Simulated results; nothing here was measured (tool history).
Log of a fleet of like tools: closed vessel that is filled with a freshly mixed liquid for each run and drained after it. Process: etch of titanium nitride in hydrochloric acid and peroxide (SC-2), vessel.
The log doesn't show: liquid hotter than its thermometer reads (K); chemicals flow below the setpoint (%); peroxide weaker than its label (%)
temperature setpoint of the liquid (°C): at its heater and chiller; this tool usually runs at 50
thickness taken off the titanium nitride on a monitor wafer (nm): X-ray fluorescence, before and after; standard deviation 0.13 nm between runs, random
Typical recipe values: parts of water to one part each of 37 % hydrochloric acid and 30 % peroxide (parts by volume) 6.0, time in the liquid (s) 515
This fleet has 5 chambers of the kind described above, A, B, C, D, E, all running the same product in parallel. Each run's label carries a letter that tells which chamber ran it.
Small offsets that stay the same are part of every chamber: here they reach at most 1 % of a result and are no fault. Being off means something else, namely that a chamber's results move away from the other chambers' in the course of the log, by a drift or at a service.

run,hour,temperature setpoint of the liquid (°C),parts of water to one part each of 37 % hydrochloric acid and 30 % peroxide (parts by volume),time in the liquid (s),hours since the thermometer was replaced,hours since the chemicals flow meter was replaced,hours since the drum of peroxide was connected,"read-back film thickness of the titanium nitride reference wafer, read on the same gauge (nm)",thickness taken off the titanium nitride on a monitor wafer (nm)
1D,6.9,50,6.0,515,234.5,1302.3,150.7,69.984,19.4300
2B,16.6,50,6.0,515,601.3,674.1,83.7,69.972,19.5080
3C,24.0,50,6.0,515,1115.9,287.0,247.0,69.986,19.6200
4E,31.4,50,6.0,515,46.2,1084.4,671.9,70.000,19.5270
5A,40.6,50,6.0,515,1341.2,586.7,78.1,69.993,19.6290
6A,45.8,50,6.0,515,1346.4,591.9,83.3,69.956,19.6430
7C,52.4,50,8.5,515,1144.3,315.4,275.4,69.983,14.9210
8B,60.5,50,8.5,515,645.2,718.0,127.6,70.038,15.0750
# hour 61.8: chamber E: new drum of peroxide connected
9E,67.8,50,8.5,515,82.6,1120.8,6.0,70.016,14.7830
10D,73.1,50,8.5,515,300.7,1368.5,216.9,69.972,14.8580
11C,79.9,50,8.5,515,1171.8,342.9,302.9,70.016,15.0860
12E,87.1,50,6.0,705,101.9,1140.1,25.3,70.013,26.6270
13A,94.3,50,6.0,705,1394.9,640.4,131.8,69.987,27.2010
14D,99.4,50,6.0,705,327.0,1394.8,243.2,69.979,26.1910
15B,110.4,50,6.0,705,695.1,767.9,177.5,70.028,26.8100
16D,117.9,50,6.0,705,345.5,1413.3,261.7,70.001,26.3840
17B,128.0,50,6.0,725,712.7,785.5,195.1,70.000,27.8180
18A,134.3,50,6.0,725,1434.9,680.4,171.8,70.029,27.5880
19E,144.1,50,6.0,725,158.9,1197.1,82.3,70.044,27.4950
20C,153.8,50,6.0,725,1245.7,416.8,376.8,69.990,27.6790
21B,161.9,50,6.0,725,746.6,819.4,229.0,69.996,27.5830
22C,168.3,50,6.0,515,1260.2,431.3,391.3,69.981,19.5640
23D,174.3,50,6.0,515,401.9,1469.7,318.1,70.006,19.0050
24E,180.2,50,6.0,515,195.0,1233.2,118.4,70.031,19.6260
25A,187.5,50,6.0,515,1488.1,733.6,225.0,70.008,19.9260
26E,194.3,50,6.0,515,209.1,1247.3,132.5,70.013,19.4880
27B,202.6,50,6.0,515,787.3,860.1,269.7,70.020,19.5810
28C,212.7,56,8.0,515,1304.6,475.7,435.7,70.017,22.9810
29D,221.3,56,8.0,515,448.9,1516.7,365.1,69.974,22.2010
30A,232.1,56,8.0,515,1532.7,778.2,269.6,70.013,23.1930
31C,240.3,56,8.0,515,1332.2,503.3,463.3,69.978,23.1000
32E,249.2,56,8.0,515,264.0,1302.2,187.4,70.030,23.0070
33B,253.9,50,6.0,515,838.6,911.4,321.0,69.990,19.7920
34A,259.3,50,6.0,515,1559.9,805.4,296.8,69.999,19.4170
35D,264.8,50,6.0,515,492.4,1560.2,408.6,70.014,18.5740
36E,275.0,50,6.0,515,289.8,1328.0,213.2,69.984,19.5600
37B,281.1,50,8.0,220,865.8,938.6,348.2,70.008,6.7215
38D,286.1,50,8.0,220,513.7,1581.5,429.9,69.979,6.2542
39A,291.0,50,8.0,220,1591.6,837.1,328.5,69.990,6.7503

Predict what each chamber gives when all 5 of them run the settings below next.
40A,298.9,50,6.0,515,,,,,?
40B,298.9,50,6.0,515,,,,,?
40C,298.9,50,6.0,515,,,,,?
40D,298.9,50,6.0,515,,,,,?
40E,298.9,50,6.0,515,,,,,?

run,thickness taken off the titanium nitride on a monitor wafer (nm)
40A,19.6570
40B,19.5810
40C,19.6360
40D,18.5350
40E,19.4720

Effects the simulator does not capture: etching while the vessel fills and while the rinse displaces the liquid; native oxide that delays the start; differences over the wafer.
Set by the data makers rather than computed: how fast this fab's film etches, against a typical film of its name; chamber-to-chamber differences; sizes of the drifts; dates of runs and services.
